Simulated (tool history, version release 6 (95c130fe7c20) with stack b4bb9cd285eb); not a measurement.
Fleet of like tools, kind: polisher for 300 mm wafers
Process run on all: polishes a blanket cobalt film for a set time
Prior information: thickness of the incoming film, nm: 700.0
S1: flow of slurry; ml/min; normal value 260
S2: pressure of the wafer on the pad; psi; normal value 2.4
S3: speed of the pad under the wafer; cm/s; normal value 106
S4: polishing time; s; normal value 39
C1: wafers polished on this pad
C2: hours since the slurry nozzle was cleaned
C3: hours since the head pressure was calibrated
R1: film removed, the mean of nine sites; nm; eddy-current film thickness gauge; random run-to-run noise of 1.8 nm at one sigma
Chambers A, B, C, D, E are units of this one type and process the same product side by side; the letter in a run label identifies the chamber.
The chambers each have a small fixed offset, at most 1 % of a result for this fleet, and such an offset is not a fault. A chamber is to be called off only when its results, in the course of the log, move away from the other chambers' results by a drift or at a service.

run 1C day=0.154 | S1=260 S2=2.4 S3=106 S4=39 | C1=340 C2=278.1 C3=319.2 | R1=245.11
-- day=0.175 chamber B: worn pad replaced by a new one
run 2E day=0.338 | S1=260 S2=2.4 S3=106 S4=39 | C1=931 C2=533.8 C3=254.6 | R1=240.27
run 3D day=0.596 | S1=260 S2=2.4 S3=106 S4=39 | C1=764 C2=439.0 C3=762.7 | R1=244.50
-- day=0.712 chamber D: worn pad replaced by a new one
run 4A day=0.821 | S1=260 S2=2.4 S3=106 S4=39 | C1=584 C2=376.4 C3=463.7 | R1=243.49
run 5B day=1.096 | S1=260 S2=2.4 S3=106 S4=39 | C1=338 C2=172.8 C3=373.2 | R1=238.95
run 6A day=1.233 | S1=260 S2=2.4 S3=106 S4=39 | C1=735 C2=386.3 C3=473.6 | R1=244.83
-- day=1.396 chamber B: slurry nozzle cleaned
run 7B day=1.492 | S1=260 S2=2.1 S3=106 S4=48 | C1=483 C2=2.4 C3=382.7 | R1=262.63
run 8D day=1.667 | S1=260 S2=2.1 S3=106 S4=48 | C1=350 C2=464.7 C3=788.4 | R1=263.01
run 9E day=1.817 | S1=260 S2=2.1 S3=106 S4=48 | C1=1473 C2=569.3 C3=290.1 | R1=260.07
run 10C day=1.967 | S1=260 S2=2.1 S3=106 S4=48 | C1=1005 C2=321.6 C3=362.7 | R1=259.26
-- day=2.104 chamber E: worn pad replaced by a new one
run 11E day=2.233 | S1=260 S2=2.1 S3=106 S4=48 | C1=48 C2=579.3 C3=300.1 | R1=260.95
-- day=2.279 chamber A: head pressure recalibrated
-- day=2.375 chamber D: worn pad replaced by a new one
run 12A day=2.425 | S1=260 S2=2.4 S3=106 S4=39 | C1=1172 C2=414.9 C3=3.6 | R1=244.25
run 13B day=2.650 | S1=260 S2=2.4 S3=106 S4=39 | C1=908 C2=30.2 C3=410.5 | R1=243.24
run 14D day=2.862 | S1=260 S2=2.4 S3=106 S4=39 | C1=178 C2=493.4 C3=817.1 | R1=244.17
run 15C day=2.992 | S1=260 S2=2.4 S3=106 S4=39 | C1=1381 C2=346.2 C3=387.3 | R1=240.74
-- day=3.033 chamber A: worn pad replaced by a new one
run 16C day=3.200 | S1=260 S2=2.4 S3=106 S4=39 | C1=1458 C2=351.2 C3=392.3 | R1=237.52
-- day=3.204 chamber D: head pressure recalibrated
-- day=3.212 chamber B: worn pad replaced by a new one
run 17E day=3.458 | S1=260 S2=2.4 S3=106 S4=39 | C1=497 C2=608.7 C3=329.5 | R1=242.07
run 18A day=3.629 | S1=260 S2=2.4 S3=106 S4=39 | C1=219 C2=443.8 C3=32.5 | R1=244.69
run 19D day=3.854 | S1=260 S2=2.4 S3=106 S4=39 | C1=542 C2=517.2 C3=15.7 | R1=241.35
run 20B day=4.050 | S1=260 S2=2.7 S3=106 S4=39 | C1=307 C2=63.8 C3=444.1 | R1=271.70
-- day=4.096 chamber D: worn pad replaced by a new one
run 21A day=4.225 | S1=260 S2=2.7 S3=106 S4=39 | C1=437 C2=458.1 C3=46.8 | R1=273.39
run 22E day=4.396 | S1=260 S2=2.7 S3=106 S4=39 | C1=841 C2=631.2 C3=352.0 | R1=272.30
run 23D day=4.533 | S1=260 S2=2.7 S3=106 S4=39 | C1=161 C2=533.5 C3=32.0 | R1=273.49
run 24C day=4.742 | S1=260 S2=2.7 S3=106 S4=39 | C1=2023 C2=388.2 C3=429.3 | R1=259.24
run 25B day=4.971 | S1=260 S2=2.4 S3=106 S4=39 | C1=645 C2=85.9 C3=466.2 | R1=241.24
-- day=4.975 chamber A: slurry nozzle cleaned
run 26B day=5.250 | S1=260 S2=2.4 S3=106 S4=39 | C1=748 C2=92.6 C3=472.9 | R1=240.50
run 27E day=5.517 | S1=260 S2=2.4 S3=106 S4=39 | C1=1252 C2=658.1 C3=378.9 | R1=238.95
-- day=5.592 chamber E: worn pad replaced by a new one
run 28A day=5.792 | S1=260 S2=1.8 S3=106 S4=39 | C1=1012 C2=19.6 C3=84.4 | R1=182.33
run 29C day=6.079 | S1=260 S2=1.8 S3=106 S4=39 | C1=2514 C2=420.3 C3=461.4 | R1=170.44
run 30D day=6.258 | S1=260 S2=1.8 S3=106 S4=39 | C1=794 C2=574.9 C3=73.4 | R1=182.32
-- day=6.296 chamber D: worn pad replaced by a new one
-- day=6.383 chamber A: worn pad replaced by a new one
run 31C day=6.425 | S1=260 S2=1.8 S3=106 S4=39 | C1=2641 C2=428.6 C3=469.7 | R1=170.12
-- day=6.525 chamber B: worn pad replaced by a new one
run 32E day=6.621 | S1=260 S2=1.8 S3=106 S4=39 | C1=378 C2=684.6 C3=405.4 | R1=180.59
run 33D day=6.750 | S1=260 S2=2.4 S3=106 S4=39 | C1=166 C2=586.7 C3=85.2 | R1=245.17
run 34A day=7.025 | S1=260 S2=2.4 S3=106 S4=39 | C1=236 C2=49.2 C3=114.0 | R1=241.58
run 35B day=7.288 | S1=260 S2=2.4 S3=106 S4=39 | C1=279 C2=141.5 C3=521.8 | R1=243.71
run 36B day=7.442 | S1=260 S2=2.4 S3=106 S4=39 | C1=336 C2=145.2 C3=525.5 | R1=244.60
run 37A day=7.650 | S1=260 S2=2.9 S3=106 S4=39 | C1=465 C2=64.2 C3=129.0 | R1=293.40

Is one chamber off against the others, does the gauge drift, or is nothing wrong? If a chamber is off, say which, and what the likeliest cause is.

It is chamber C that slowly wanders off from its peers.
Likeliest cause: removal rate lost through wear of the pad, % = 9.89.
The log might look much the same if the cause were instead: head's pressure below its setpoint, %.

Chamber C could run next with any of the 4 candidate recipes listed below; each alters the usual settings, and their results appear as question marks. Which one brings its results back in line with what the other chambers deliver on the usual settings?
To be in line, a result may differ from the other chambers' mean on the usual settings by at most: R1 6.30 nm
run 38C-1 day=7.858 | S1=260 S2=2.5 S3=112 S4=39 | R1=?
run 38C-2 day=7.858 | S1=260 S2=2.3 S3=102 S4=38 | R1=?
run 38C-3 day=7.858 | S1=185 S2=2.4 S3=106 S4=39 | R1=?
run 38C-4 day=7.858 | S1=260 S2=2.4 S3=108 S4=40 | R1=?

Usual-settings mean across the other chambers: R1 242.87 nm
run=38C-1 R1=242.14
run=38C-2 R1=198.16
run=38C-3 R1=211.02
run=38C-4 R1=230.13
38C-1 is the one that brings the chamber's results back in line with the other chambers.
